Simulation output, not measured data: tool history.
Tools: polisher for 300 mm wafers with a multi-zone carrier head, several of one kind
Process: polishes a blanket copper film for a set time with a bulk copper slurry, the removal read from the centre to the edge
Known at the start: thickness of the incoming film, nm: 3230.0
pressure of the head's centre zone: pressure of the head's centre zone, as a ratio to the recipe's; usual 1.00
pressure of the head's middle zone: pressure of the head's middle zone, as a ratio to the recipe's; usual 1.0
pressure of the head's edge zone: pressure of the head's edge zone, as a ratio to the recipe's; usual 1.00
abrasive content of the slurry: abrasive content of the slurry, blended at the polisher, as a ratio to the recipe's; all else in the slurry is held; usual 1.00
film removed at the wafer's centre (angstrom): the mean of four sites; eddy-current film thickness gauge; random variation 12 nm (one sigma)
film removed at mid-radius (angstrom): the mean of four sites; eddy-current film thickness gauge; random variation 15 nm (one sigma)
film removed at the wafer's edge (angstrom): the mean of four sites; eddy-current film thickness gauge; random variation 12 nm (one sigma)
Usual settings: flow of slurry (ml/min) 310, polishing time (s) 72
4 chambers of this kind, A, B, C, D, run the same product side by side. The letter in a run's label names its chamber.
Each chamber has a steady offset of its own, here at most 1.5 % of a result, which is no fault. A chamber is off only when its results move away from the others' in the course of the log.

run   hour  flow of slurry (ml/min)  pressure of the head's centre zone  pressure of the head's middle zone  pressure of the head's edge zone  abrasive content of the slurry  polishing time (s)  film removed at the wafer's centre (angstrom)  film removed at mid-radius (angstrom)  film removed at the wafer's edge (angstrom)
 1B    2.1                      310                                1.00                                 1.0                              1.00                            1.00                  72                                        10057.0                                 9681.4                                      10000.0
       3.6  -- chamber C: worn pad replaced by a new one
 2A    4.6                      310                                1.00                                 1.0                              1.00                            1.00                  72                                        10085.0                                10078.0                                      10129.0
 3D    8.7                      310                                1.00                                 1.0                              1.00                            1.00                  72                                        10026.0                                10199.0                                       9980.2
      12.4  -- chamber B: worn pad replaced by a new one
 4C   12.7                      310                                1.00                                 1.0                              1.00                            1.00                  72                                        10106.0                                 9968.2                                      10038.0
 5B   14.9                      310                                1.00                                 1.0                              1.00                            1.00                  72                                        10172.0                                10253.0                                      10009.0
 6A   19.1                      310                                1.00                                 1.0                              1.00                            1.00                  72                                         9970.4                                10063.0                                      10123.0
 7C   22.7                      310                                1.00                                 1.0                              1.00                            1.00                  72                                         9844.7                                 9798.1                                       9946.5
 8D   25.3                      310                                1.00                                 1.0                              1.00                            1.00                  72                                         9984.8                                 9999.0                                      10052.0
 9A   28.7                      310                                1.00                                 1.0                              0.91                            0.85                  72                                         9547.2                                 9717.5                                       9096.4
10D   32.4                      310                                1.00                                 1.0                              0.91                            0.85                  72                                         9622.0                                 9724.6                                       9190.0
11C   35.1                      310                                1.00                                 1.0                              0.91                            0.85                  72                                         9614.8                                 9582.6                                       8912.1
12B   39.4                      310                                1.00                                 1.0                              0.91                            0.85                  72                                         9577.3                                 9605.7                                       9249.3
13A   42.7                      310                                1.00                                 1.0                              1.00                            1.00                  72                                         9973.6                                10183.0                                       9961.6
14D   46.1                      405                                1.00                                 1.0                              1.00                            1.00                  72                                        10227.0                                10120.0                                      10154.0
15C   50.1                      405                                1.00                                 1.0                              1.00                            1.00                  72                                        10094.0                                10150.0                                      10106.0
16B   54.1                      405                                1.00                                 1.0                              1.00                            1.00                  72                                        10382.0                                10472.0                                      10242.0
17D   56.9                      405                                1.00                                 1.0                              1.00                            1.00                  72                                        10392.0                                10297.0                                       9998.9
18B   60.4                      310                                1.00                                 1.0                              1.00                            0.80                  72                                         9635.7                                 9565.2                                       9393.6
19C   64.3                      310                                1.00                                 1.0                              1.00                            0.80                  72                                         9718.1                                 9319.5                                       9461.4
      66.3  -- chamber D: edge zone pressure recalibrated
20A   66.5                      310                                1.00                                 1.0                              1.00                            0.80                  72                                         9592.6                                 9590.3                                       9488.8
21D   69.7                      310                                1.00                                 1.0                              1.00                            0.80                  72                                         9518.3                                 9718.4                                       9588.0
      70.0  -- chamber C: centre zone pressure recalibrated
22A   73.6                      310                                1.00                                 1.0                              1.00                            1.00                  48                                         6679.0                                 6840.5                                       6723.1
23B   76.7                      310                                1.00                                 1.0                              1.00                            1.00                  48                                         6753.4                                 6691.4                                       6763.8
24C   80.7                      310                                1.00                                 1.0                              1.00                            1.00                  48                                         6722.7                                 6739.7                                       6623.5
25C   84.0                      310                                1.00                                 1.0                              1.00                            1.00                  48                                         6721.9                                 6602.9                                       6626.7
26B   87.6                      310                                1.00                                 1.0                              1.00                            1.00                  72                                        10253.0                                 9949.6                                       9943.1
27D   90.0                      310                                1.00                                 1.0                              1.00                            1.00                  72                                        10122.0                                10033.0                                       9950.3
      93.4  -- chamber C: edge zone pressure recalibrated
28A   93.4                      310                                1.00                                 1.0                              1.00                            1.00                  72                                        10123.0                                 9788.2                                       9907.9
29B   95.8                      310                                1.00                                 1.0                              1.00                            1.00                  72                                        10114.0                                10066.0                                       9948.5
30C   98.3                      310                                1.00                                 1.0                              1.00                            1.00                  72                                         9867.6                                10097.0                                       9596.7
31D  100.3                      310                                1.00                                 1.0                              1.00                            1.00                  72                                         9923.3                                10085.0                                       9962.1
     103.8  -- chamber A: worn pad replaced by a new one
32A  104.1                      310                                1.00                                 1.0                              1.00                            1.00                  72                                        10106.0                                10163.0                                       9929.2
33A  106.2                      310                                1.00                                 1.0                              1.00                            1.00                  72                                         9999.9                                10101.0                                       9948.4
     109.2  -- chamber B: worn pad replaced by a new one
34C  109.3                      310                                1.09                                 0.9                              1.00                            1.00                  72                                        11072.0                                 8922.4                                       9872.2
35D  113.7                      310                                1.09                                 0.9                              1.00                            1.00                  72                                        10956.0                                 9041.4                                       9920.1
36B  116.1                      310                                1.09                                 0.9                              1.00                            1.00                  72                                        10959.0                                 8836.5                                       9926.4
37B  118.7                      310                                1.09                                 0.9                              1.00                            1.00                  72                                        11005.0                                 8753.0                                       9918.1
     119.6  -- chamber C: slurry nozzle cleaned
38A  122.0                      310                                1.00                                 1.0                              1.00                            1.00                  72                                        10130.0                                 9862.2                                       9950.8
39C  125.8                      310                                1.00                                 1.0                              1.00                            1.00                  72                                        10027.0                                10010.0                                       9959.1
40D  128.8                      310                                1.00                                 1.0                              1.00                            1.00                  72                                         9938.9                                10190.0                                       9898.7
41B  131.7                      310                                1.00                                 1.0                              1.00                            1.00                  72                                         9854.9                                10040.0                                      10231.0

Next, every chamber runs the same settings. What will each give?
42A  134.9                      365                                1.00                                 1.0                              1.00                            1.00                  72                                              ?                                      ?                                            ?
42B  134.9                      365                                1.00                                 1.0                              1.00                            1.00                  72                                              ?                                      ?                                            ?
42C  134.9                      365                                1.00                                 1.0                              1.00                            1.00                  72                                              ?                                      ?                                            ?
42D  134.9                      365                                1.00                                 1.0                              1.00                            1.00                  72                                              ?                                      ?                                            ?

run  film removed at the wafer's centre (angstrom)  film removed at mid-radius (angstrom)  film removed at the wafer's edge (angstrom)
42A                                        10032.0                                10223.0                                      10036.0
42B                                        10059.0                                10034.0                                      10113.0
42C                                        10231.0                                10051.0                                      10256.0
42D                                        10375.0                                10271.0                                      10119.0
